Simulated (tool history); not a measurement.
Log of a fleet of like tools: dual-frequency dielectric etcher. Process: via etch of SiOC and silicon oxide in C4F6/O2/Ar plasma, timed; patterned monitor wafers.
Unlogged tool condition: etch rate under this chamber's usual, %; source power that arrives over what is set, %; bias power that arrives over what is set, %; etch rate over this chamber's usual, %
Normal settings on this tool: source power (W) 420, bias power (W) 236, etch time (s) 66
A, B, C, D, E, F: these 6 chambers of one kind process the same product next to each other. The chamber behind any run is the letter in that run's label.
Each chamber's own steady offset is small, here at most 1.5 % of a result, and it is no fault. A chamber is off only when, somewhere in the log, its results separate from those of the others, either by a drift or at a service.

run,hour,source power (W),bias power (W),etch time (s),hours since the last wet clean,hours since the last source power generator calibration,hours since the last bias power generator calibration,"read-back reference wafer on the same gauge, depth_nm",mean etch depth across the wafer (Å)
# hour 9.6: chamber B: source power generator calibrated
1B,14.2,420,236,66,315.3,4.6,315,87.867,831.46
2D,26.2,420,236,66,219.4,3732.2,704.1,87.562,839.43
3E,40.6,420,236,66,282,577.1,1543.7,87.673,839.27
4C,50.2,420,236,66,377.1,439.8,3682.3,87.742,842.51
# hour 56: chamber D: source power generator calibrated
5A,61.2,420,236,66,456.2,633.9,3046.3,87.851,834.55
6F,76.4,420,236,66,253,1016.4,1318.1,87.675,818.42
7B,84.2,420,236,66,385.3,74.6,385,87.844,841.07
8F,92.6,470,262,66,269.2,1032.6,1334.3,88.047,890.33
9E,104.5,470,262,66,345.9,641,1607.6,87.828,900.35
10A,119.2,470,262,66,514.2,691.9,3104.3,87.826,899.57
11D,135.2,470,262,66,328.4,79.3,813.1,87.866,895.75
12C,145,470,262,66,471.9,534.6,3777.1,87.596,901.24
13E,157.6,470,262,66,399,694.1,1660.7,87.894,896.97
14F,166.8,420,236,66,343.4,1106.8,1408.5,87.962,824.44
# hour 167: chamber C: wet clean of the chamber
15C,180.4,320,236,73,13.4,570,3812.5,87.776,824.09
16B,193.4,320,236,73,494.5,183.8,494.2,87.889,828.28
17A,202.3,320,236,73,597.3,775,3187.4,87.761,826.53
# hour 208.2: chamber D: wet clean of the chamber
18D,218,320,236,73,9.9,162.1,895.9,87.84,836.21
19D,225.4,320,236,73,17.3,169.5,903.3,87.719,834.13
# hour 233.4: chamber A: wet clean of the chamber
20F,234.1,320,236,73,410.7,1174.1,1475.8,87.826,816.59
21A,249.9,500,236,77.5,16.5,822.6,3235,87.872,1059.5
# hour 255.7: chamber E: wet clean of the chamber
22B,262.8,500,236,77.5,563.9,253.2,563.6,87.891,1050.7
23E,279.3,500,236,77.5,23.6,815.8,1782.4,87.648,1036.7
24C,292.5,500,236,77.5,125.5,682.1,3924.6,87.728,1045.3
# hour 302.5: chamber B: wet clean of the chamber
25B,308.9,500,236,77.5,6.5,299.3,609.7,87.871,976.74
26F,318.3,500,236,77.5,494.9,1258.3,1560,87.758,1025.5
27C,325.6,420,236,66,158.6,715.2,3957.7,87.781,832.05
28D,340.9,420,236,66,132.8,285,1018.8,87.91,827.48
# hour 349.3: chamber F: wet clean of the chamber
29E,354.3,420,236,66,98.6,890.8,1857.4,87.707,827.45
30A,364.6,350,236,57,131.2,937.3,3349.7,87.853,670.83
31D,381.2,350,236,57,173.1,325.3,1059.1,87.773,664.08
32A,394.8,350,236,57,161.4,967.5,3379.9,87.77,661.4
33F,410.9,350,236,57,61.7,1350.9,1652.6,87.804,658.31
34E,426.8,350,236,57,171.1,963.3,1929.9,87.763,673.83
35C,437.8,350,236,57,270.8,827.4,4069.9,88.026,671.94
36B,452.9,420,236,66,150.5,443.3,753.7,87.758,784.55
37E,460.8,420,236,58.5,205.1,997.3,1963.9,87.776,736.33
# hour 473.3: chamber C: bias power generator calibrated
38C,473.5,420,236,58.5,306.5,863.1,0.3,87.813,737.28
39A,486.3,420,236,58.5,252.9,1059,3471.4,87.627,733.4
40B,497.2,420,236,58.5,194.8,487.6,798,87.837,694.57
41F,512.5,420,236,58.5,163.3,1452.5,1754.2,87.971,731.36

Which is it: a chamber that has drifted or been left off by a service, a gauge drift common to all chambers, or only each chamber's usual small offset? If a chamber is off, name it and its likeliest cause.

Chamber B has stood off from the others ever since a service on it.
Most likely cause: etch rate under this chamber's usual, % = 5.26.

Below are 4 candidate recipes for chamber B's next run, each the usual settings with a change, their results shown as question marks. Which of them brings B's results back in line with what the other chambers give on the usual settings?
In-line tolerance around the mean of the other chambers on the usual settings: mean etch depth across the wafer (Å) 20
42B-1,524.4,430,236,66,,,,,?
42B-2,524.4,420,236,65.5,,,,,?
42B-3,524.4,420,198,66,,,,,?
42B-4,524.4,420,236,69,,,,,?

The other chambers' mean on the usual settings: mean etch depth across the wafer (Å) 830.17
run,mean etch depth across the wafer (Å)
42B-1,793.17
42B-2,780.19
42B-3,742.02
42B-4,821.88
42B-4 is the one that brings the chamber's results back in line with the other chambers.
